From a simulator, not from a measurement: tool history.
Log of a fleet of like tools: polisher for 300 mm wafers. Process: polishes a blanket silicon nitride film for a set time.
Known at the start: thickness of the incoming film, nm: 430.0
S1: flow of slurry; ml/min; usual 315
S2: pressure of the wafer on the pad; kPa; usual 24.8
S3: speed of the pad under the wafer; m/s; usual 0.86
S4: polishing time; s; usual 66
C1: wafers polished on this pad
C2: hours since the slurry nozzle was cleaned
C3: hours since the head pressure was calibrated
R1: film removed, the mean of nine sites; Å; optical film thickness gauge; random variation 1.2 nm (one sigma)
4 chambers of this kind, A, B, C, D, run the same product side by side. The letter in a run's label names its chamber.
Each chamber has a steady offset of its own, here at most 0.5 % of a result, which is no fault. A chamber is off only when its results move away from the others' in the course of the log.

run,day,S1,S2,S3,S4,C1,C2,C3,R1
1C,0.292,315,24.8,0.86,66,607,206.4,103.8,1073
# day 0.538: chamber B: worn pad replaced by a new one
2B,0.538,315,24.8,0.86,66,0,344.3,251.9,1072.9
# day 0.783: chamber A: worn pad replaced by a new one
3A,0.829,315,24.8,0.86,66,17,246.3,923.8,1087.7
# day 1.067: chamber B: slurry nozzle cleaned
# day 1.079: chamber D: worn pad replaced by a new one
4D,1.15,315,24.8,0.86,66,27,646.7,617.9,1079.3
5B,1.438,315,24.8,0.86,66,331,9,273.5,1094.1
6D,1.729,315,24.8,0.86,66,240,660.6,631.8,1093.1
# day 1.842: chamber C: worn pad replaced by a new one
7C,1.942,315,24.8,0.86,66,38,246,143.4,1092.6
8A,2.175,315,24.8,0.86,66,511,278.6,956.1,1069.5
9B,2.554,315,24.8,0.86,66,741,35.8,300.3,1108.9
# day 2.558: chamber A: worn pad replaced by a new one
10D,2.833,315,24.8,0.86,66,645,687.1,658.3,1098.7
# day 2.867: chamber B: worn pad replaced by a new one
# day 2.946: chamber D: slurry nozzle cleaned
# day 2.95: chamber D: head pressure recalibrated
11A,3.096,315,24.8,0.86,66,197,300.7,978.2,1082
12C,3.358,315,24.8,0.86,66,558,280,177.4,1062.5
# day 3.65: chamber A: head pressure recalibrated
13A,3.754,315,24.8,0.86,66,439,316.5,2.6,1066.7
14C,4.025,315,24.8,0.86,66,803,296,193.4,1062.7
# day 4.167: chamber D: worn pad replaced by a new one
# day 4.446: chamber C: worn pad replaced by a new one
15D,4.479,315,24.8,0.86,66,115,36.8,36.7,1104.2
# day 4.679: chamber A: worn pad replaced by a new one
16B,4.788,410,24.8,0.86,73,707,89.4,353.9,1234.2
# day 5.192: chamber B: worn pad replaced by a new one
17C,5.238,410,24.8,0.86,73,292,325.1,222.5,1168.6
18B,5.688,410,24.8,0.86,73,182,111,375.5,1243.5
# day 5.775: chamber B: head pressure recalibrated
19A,5.975,410,24.8,0.86,73,476,369.8,55.9,1230.4
20D,6.262,315,24.8,0.86,66,771,79.6,79.5,1082.1
21A,6.542,315,24.8,0.86,66,684,383.4,69.5,1103.5
# day 6.758: chamber A: worn pad replaced by a new one
# day 6.767: chamber D: worn pad replaced by a new one
22B,6.896,315,24.8,0.86,66,626,140,27,1116.8
23D,7.3,315,24.8,0.86,66,197,104.5,104.4,1123
# day 7.554: chamber B: worn pad replaced by a new one
# day 7.567: chamber C: worn pad replaced by a new one
24C,7.692,315,24.8,0.86,66,46,384,281.4,1015.6
25A,7.933,315,24.8,0.86,66,432,416.8,102.9,1099.7
26C,8.254,315,24.8,0.74,66,253,397.5,294.9,885.95
27B,8.671,315,24.8,0.74,66,410,182.6,69.6,970.9
28D,9.004,315,24.8,0.74,66,823,145.4,145.3,963.12
29B,9.392,315,24.8,0.74,66,675,199.9,86.9,965.69

What goes on in this fleet: one chamber off, a drifting gauge, or nothing beyond the chambers' own small offsets? Name the chamber and the cause, if any.

Chamber C drifts away from the others.
Cause: head's pressure below its setpoint, % = 9.66.

Here are 4 candidates for chamber C's next run, each the usual settings with a change, their results left as question marks. Which one brings its results back in line with what the others give on the usual settings?
In line means no further than this from the other chambers' mean on the usual settings: R1 42 Å
30C-1,9.717,315,23.4,0.82,66,,,,?
30C-2,9.717,315,24.8,0.86,67,,,,?
30C-3,9.717,315,24.8,0.86,65,,,,?
30C-4,9.717,315,26.2,0.86,69,,,,?

The other chambers' mean on the usual settings: R1 1082.7 Å
run,R1
30C-1,893.86
30C-2,998.57
30C-3,968.76
30C-4,1085.5
30C-4 brings the chamber back in line.
